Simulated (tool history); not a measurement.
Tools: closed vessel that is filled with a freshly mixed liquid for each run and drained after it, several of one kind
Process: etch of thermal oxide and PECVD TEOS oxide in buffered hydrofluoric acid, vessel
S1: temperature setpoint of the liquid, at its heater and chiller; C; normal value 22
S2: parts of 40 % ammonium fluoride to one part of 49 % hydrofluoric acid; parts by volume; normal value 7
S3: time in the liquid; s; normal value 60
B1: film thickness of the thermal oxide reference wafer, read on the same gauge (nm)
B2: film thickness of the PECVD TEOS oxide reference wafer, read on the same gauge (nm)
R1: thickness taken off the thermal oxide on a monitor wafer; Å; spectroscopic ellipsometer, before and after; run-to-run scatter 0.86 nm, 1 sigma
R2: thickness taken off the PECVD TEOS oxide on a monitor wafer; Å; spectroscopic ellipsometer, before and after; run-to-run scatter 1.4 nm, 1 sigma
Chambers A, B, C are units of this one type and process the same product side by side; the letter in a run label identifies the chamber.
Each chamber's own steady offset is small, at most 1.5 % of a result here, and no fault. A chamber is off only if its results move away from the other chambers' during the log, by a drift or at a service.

run     day  S1  S2  S3      B1      B2       R1      R2
 1A   0.246  22   7  60  90.021  29.993   882.54  1564.3
 2C   0.679  22   7  60  90.009  29.973   873.15  1531.9
 3B   1.079  22   7  60  90.011  30.002   878.50  1530.2
 4C   1.512  22   7  60  89.993  29.997   874.04  1543.2
 5A   1.862  18   7  60  89.939  29.988   699.16  1264.6
 6B   2.183  18   7  60  90.020  29.993   707.68  1229.7
 7C   2.479  18   7  60  90.002  29.993   701.51  1222.9
 8A   2.729  22   7  40  90.007  29.984   596.18  1032.0
 9B   2.942  22   7  40  90.005  29.989   588.06  1031.0
10C   3.262  22   7  40  89.941  29.997   589.95  1012.2
11B   3.454  22   7  60  90.030  29.991   870.50  1547.0
12A   3.862  27   9  60  90.011  29.999   885.77  1561.1
13C   4.250  27   9  60  90.029  29.979   857.49  1546.6
14A   4.612  27   9  60  89.971  30.016   887.46  1550.4
15B   4.925  22   7  60  90.049  30.012   890.09  1546.6
16B   5.129  22   7  60  90.031  29.995   859.88  1546.4
17A   5.488  22   7  60  89.983  29.992   889.86  1544.4
18C   5.825  22   7  60  90.001  29.999   870.43  1536.4
19C   6.183  22   7  60  90.026  30.021   875.75  1528.0
20A   6.600  22   7  60  90.030  29.980   897.60  1563.6
21B   6.792  22   6  75  90.008  30.033  1242.00  2225.3
22C   7.138  22   6  75  89.962  29.988  1257.20  2211.4
23A   7.533  22   6  75  89.944  29.987  1279.30  2263.0
24B   7.933  22   7  75  89.965  29.984  1086.00  1895.8
25C   8.192  22   7  75  90.002  30.001  1088.00  1903.3
26B   8.604  22   7  75  90.015  29.993  1092.00  1916.5
27A   8.854  22   7  60  89.991  29.992   910.87  1625.0
      8.979  -- chamber A: thermometer replaced
28B   9.154  22   7  60  89.958  30.025   889.10  1549.3
29C   9.475  22   7  60  90.019  29.992   868.42  1545.4
30A   9.742  26   5  60  90.012  30.005  1519.60  2700.4
31C   9.992  26   5  60  90.011  29.979  1447.70  2511.5
32A  10.188  26   5  60  90.002  29.992  1529.20  2712.8
33B  10.588  22   7  60  90.000  29.984   869.58  1545.3
34C  10.975  22   7  60  90.027  30.006   895.47  1530.3
35A  11.312  22   7  60  89.997  30.017   938.92  1639.1
36B  11.638  22   7  60  90.068  29.982   881.64  1525.9
37B  12.071  22   7  60  90.044  29.985   875.48  1533.9
38A  12.471  22   7  60  90.046  30.021   948.87  1665.5
39C  12.712  22   7  60  90.022  30.030   879.40  1510.1

The same settings go to every chamber for the next run, one line per chamber below. Forecast the results for each:
40A  13.029  18   7  60           ?   ?
40B  13.029  18   7  60           ?   ?
40C  13.029  18   7  60           ?   ?

run      R1      R2
40A  767.12  1361.0
40B  705.14  1236.0
40C  704.08  1200.0

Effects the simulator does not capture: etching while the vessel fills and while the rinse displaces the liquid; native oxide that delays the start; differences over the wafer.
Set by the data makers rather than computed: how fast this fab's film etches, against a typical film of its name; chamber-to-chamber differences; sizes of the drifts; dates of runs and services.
